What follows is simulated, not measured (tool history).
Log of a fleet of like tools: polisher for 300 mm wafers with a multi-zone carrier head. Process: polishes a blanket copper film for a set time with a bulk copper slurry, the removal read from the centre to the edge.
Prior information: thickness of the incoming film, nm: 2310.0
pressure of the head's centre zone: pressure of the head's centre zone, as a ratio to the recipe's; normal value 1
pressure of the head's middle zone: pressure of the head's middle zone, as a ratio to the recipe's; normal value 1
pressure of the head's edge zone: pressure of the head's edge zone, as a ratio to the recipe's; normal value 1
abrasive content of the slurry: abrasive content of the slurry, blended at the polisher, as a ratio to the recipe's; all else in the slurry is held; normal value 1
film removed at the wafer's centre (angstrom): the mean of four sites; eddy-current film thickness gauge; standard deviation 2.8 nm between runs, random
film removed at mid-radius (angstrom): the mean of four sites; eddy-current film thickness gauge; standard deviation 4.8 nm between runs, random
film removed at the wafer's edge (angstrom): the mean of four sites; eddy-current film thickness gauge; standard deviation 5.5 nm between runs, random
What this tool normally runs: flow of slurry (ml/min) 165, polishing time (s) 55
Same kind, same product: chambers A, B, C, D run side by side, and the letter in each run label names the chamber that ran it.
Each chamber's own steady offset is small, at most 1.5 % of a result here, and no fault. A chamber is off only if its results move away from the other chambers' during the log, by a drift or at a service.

run    day  flow of slurry (ml/min)  pressure of the head's centre zone  pressure of the head's middle zone  pressure of the head's edge zone  abrasive content of the slurry  polishing time (s)  wafers polished on this pad  hours since the slurry nozzle was cleaned  hours since the centre zone pressure was calibrated  hours since the edge zone pressure was calibrated  film removed at the wafer's centre (angstrom)  film removed at mid-radius (angstrom)  film removed at the wafer's edge (angstrom)
 1A  0.175                      165                                   1                                   1                                 1                               1                  55                          216                                       47.8                                                251.6                                                521                                         3958.2                                 4028.8                                         3978
 2D  0.375                      165                                   1                                   1                                 1                               1                  55                          218                                      315.1                                                 45.6                                              244.1                                           3991                                 4007.2                                       3951.6
 3B  0.575                      165                                   1                                   1                                 1                               1                  55                          587                                        502                                                 86.2                                              397.2                                         4008.9                                 3937.2                                       3991.3
 4C  0.758                      165                                   1                                   1                                 1                               1                  55                          325                                      159.3                                                324.3                                             1021.4                                         3997.8                                 3979.6                                       4108.4
 5D  1.054                      165                                   1                                   1                                 1                               1                  55                          329                                      331.4                                                 61.9                                              260.4                                         3993.4                                   4002                                       4026.1
 6A  1.408                      165                                   1                                   1                                 1                               1                  55                          418                                       77.4                                                281.2                                              550.6                                         3970.6                                 3989.4                                       4066.2
 7C  1.604                      165                                   1                                   1                                 1                               1                  68                          464                                      179.6                                                344.6                                             1041.7                                         4953.7                                 4887.7                                       5067.6
     1.762  -- chamber A: edge zone pressure recalibrated
 8B  1.917                      165                                   1                                   1                                 1                               1                  68                          807                                      534.2                                                118.4                                              429.4                                         4993.7                                 4901.8                                       4892.5
 9B  2.279                      165                                   1                                   1                                 1                               1                  68                          866                                      542.9                                                127.1                                              438.1                                         4914.6                                 4916.8                                       4909.3
10C  2.592                      165                                   1                                   1                                 1                               1                  68                          626                                      203.3                                                368.3                                             1065.4                                         4973.3                                 4937.8                                       5025.8
11D  2.817                      165                                   1                                   1                                 1                               1                  55                          618                                      373.7                                                104.2                                              302.7                                         4016.1                                 3956.3                                       4003.8
     2.933  -- chamber C: worn pad replaced by a new one
12A  3.058                      165                                   1                                   1                                 1                               1                  55                          688                                        117                                                320.8                                               31.1                                         3967.8                                 4115.2                                       4061.3
13A  3.342                      165                                   1                                0.92                                 1                               1                  47                          735                                      123.8                                                327.6                                               37.9                                         3409.7                                 3185.2                                       3390.2
14D   3.55                      165                                   1                                0.92                                 1                               1                  47                          738                                      391.3                                                121.8                                              320.3                                         3358.4                                 3123.1                                       3494.3
     3.675  -- chamber D: worn pad replaced by a new one
15C  3.771                      165                                   1                                0.92                                 1                               1                  47                          137                                      231.6                                                396.6                                             1093.7                                         3431.2                                 3076.2                                       3538.4
16B  3.988                      165                                   1                                0.92                                 1                               1                  47                         1146                                      583.9                                                168.1                                              479.1                                           3397                                 3108.9                                       3420.4
17D  4.183                      165                                   1                                   1                                 1                               1                  55                           83                                      406.5                                                  137                                              335.5                                         4008.8                                 3946.2                                       3970.9
     4.212  -- chamber C: slurry nozzle cleaned
     4.362  -- chamber B: worn pad replaced by a new one
18B  4.467                      165                                1.05                                   1                                 1                               1                  55                           17                                      595.4                                                179.6                                              490.6                                         4240.3                                 3995.2                                       3920.5
19C  4.688                      165                                1.05                                   1                                 1                               1                  55                          287                                       11.4                                                418.6                                             1115.7                                         4243.6                                 3876.9                                       4102.1
     4.871  -- chamber D: edge zone pressure recalibrated
20A  5.012                      165                                1.05                                   1                                 1                               1                  55                         1009                                      163.9                                                367.7                                                 78                                           4257                                   3978                                       3996.9
21C  5.279                      165                                1.05                                   1                                 1                               1                  55                          384                                       25.6                                                432.8                                             1129.9                                         4235.3                                 4042.7                                       4066.3
22A  5.471                      165                                   1                                   1                                 1                               1                  55                         1084                                      174.9                                                378.7                                                 89                                         4066.6                                 4082.9                                       3989.6
23B  5.779                      165                                   1                                   1                                 1                               1                  55                          232                                      626.9                                                211.1                                              522.1                                         4003.5                                 3976.4                                       3960.3
24D  6.088                      165                                   1                                   1                                 1                               1                  55                          395                                      452.2                                                182.7                                               29.2                                         3953.3                                   3986                                       4009.9
25D  6.329                      165                                   1                                   1                                 1                               1                  55                          435                                        458                                                188.5                                                 35                                         3949.5                                 3951.6                                       3966.3
     6.588  -- chamber A: worn pad replaced by a new one
26A  6.717                      165                                   1                                   1                                 1                               1                  55                           21                                      204.8                                                408.6                                              118.9                                         4125.9                                 4061.1                                       3894.5
27C  6.904                      165                                   1                                   1                                 1                               1                  55                          650                                       64.6                                                471.8                                             1168.9                                         4071.9                                 4002.6                                       4147.9
     7.025  -- chamber A: slurry nozzle cleaned
28B  7.292                      165                                   1                                   1                                 1                               1                  55                          480                                      663.2                                                247.4                                              558.4                                         3966.4                                 3960.6                                       3930.6
29A  7.662                      165                                   1                                   1                                 1                               1                  55                          176                                       15.3                                                431.3                                              141.6                                         4197.2                                 4014.4                                       3964.5
     7.738  -- chamber C: worn pad replaced by a new one
30D  8.033                      165                                   1                                   1                                 1                               1                  55                          714                                      498.9                                                229.4                                               75.9                                         3976.5                                 3997.6                                       4021.1
     8.167  -- chamber C: centre zone pressure recalibrated
     8.279  -- chamber B: slurry nozzle cleaned
31C  8.325                      165                                   1                                   1                                 1                               1                  55                           96                                       98.7                                                  3.8                                               1203                                         4029.3                                 3966.6                                       3937.5
32B  8.696                      165                                   1                                   1                                 1                               1                  55                          710                                         10                                                281.1                                              592.1                                         3974.1                                 3935.6                                       3942.4
33B  8.875                      165                                   1                                   1                                 1                               1                  55                          739                                       14.3                                                285.4                                              596.4                                         3963.9                                 3943.4                                       3890.4
34D    9.1                      165                                   1                                   1                                 1                               1                  55                          889                                      524.5                                                  255                                              101.5                                         3965.1                                 4004.9                                       3955.4
35A  9.454                      165                                   1                                   1                                 1                               1                  55                          469                                       58.3                                                474.3                                              184.6                                         4263.1                                 3992.6                                       4044.9

Is one chamber out of step, is the gauge drifting, or do the chambers differ by no more than their own small offsets? For an off chamber, give its letter and the likeliest cause.

It is chamber A that slowly wanders off from its peers.
Cause: centre zone's pressure above its setpoint, % = 7.44.

Below are 4 candidate recipes for chamber A's next run, each the usual settings with a change, their results shown as question marks. Which of them brings A's results back in line with what the other chambers give on the usual settings?
In-line tolerance around the mean of the other chambers on the usual settings: film removed at the wafer's centre (angstrom) 97; film removed at mid-radius (angstrom) 170; film removed at the wafer's edge (angstrom) 190
36A-1  9.733                      165                                1.02                                   1                              0.99                               1                  55                                                                                                                                                                                                                              ?                                      ?                                            ?
36A-2  9.733                      160                                0.95                                   1                              1.02                               1                  55                                                                                                                                                                                                                              ?                                      ?                                            ?
36A-3  9.733                      170                                1.05                                0.99                              0.98                               1                  56                                                                                                                                                                                                                              ?                                      ?                                            ?
36A-4  9.733                      165                                0.98                                   1                              1.01                               1                  55                                                                                                                                                                                                                              ?                                      ?                                            ?

On the usual settings, the other chambers give on average: film removed at the wafer's centre (angstrom) 3992.1; film removed at mid-radius (angstrom) 3973.2; film removed at the wafer's edge (angstrom) 3999.4
  run  film removed at the wafer's centre (angstrom)  film removed at mid-radius (angstrom)  film removed at the wafer's edge (angstrom)
36A-1                                         4367.5                                 3996.9                                         3985
36A-2                                         4012.9                                   3977                                       4032.6
36A-3                                         4616.9                                 4051.9                                       4051.5
36A-4                                         4178.8                                 3997.8                                       4027.4
36A-2 puts the chamber back in line with the other chambers.
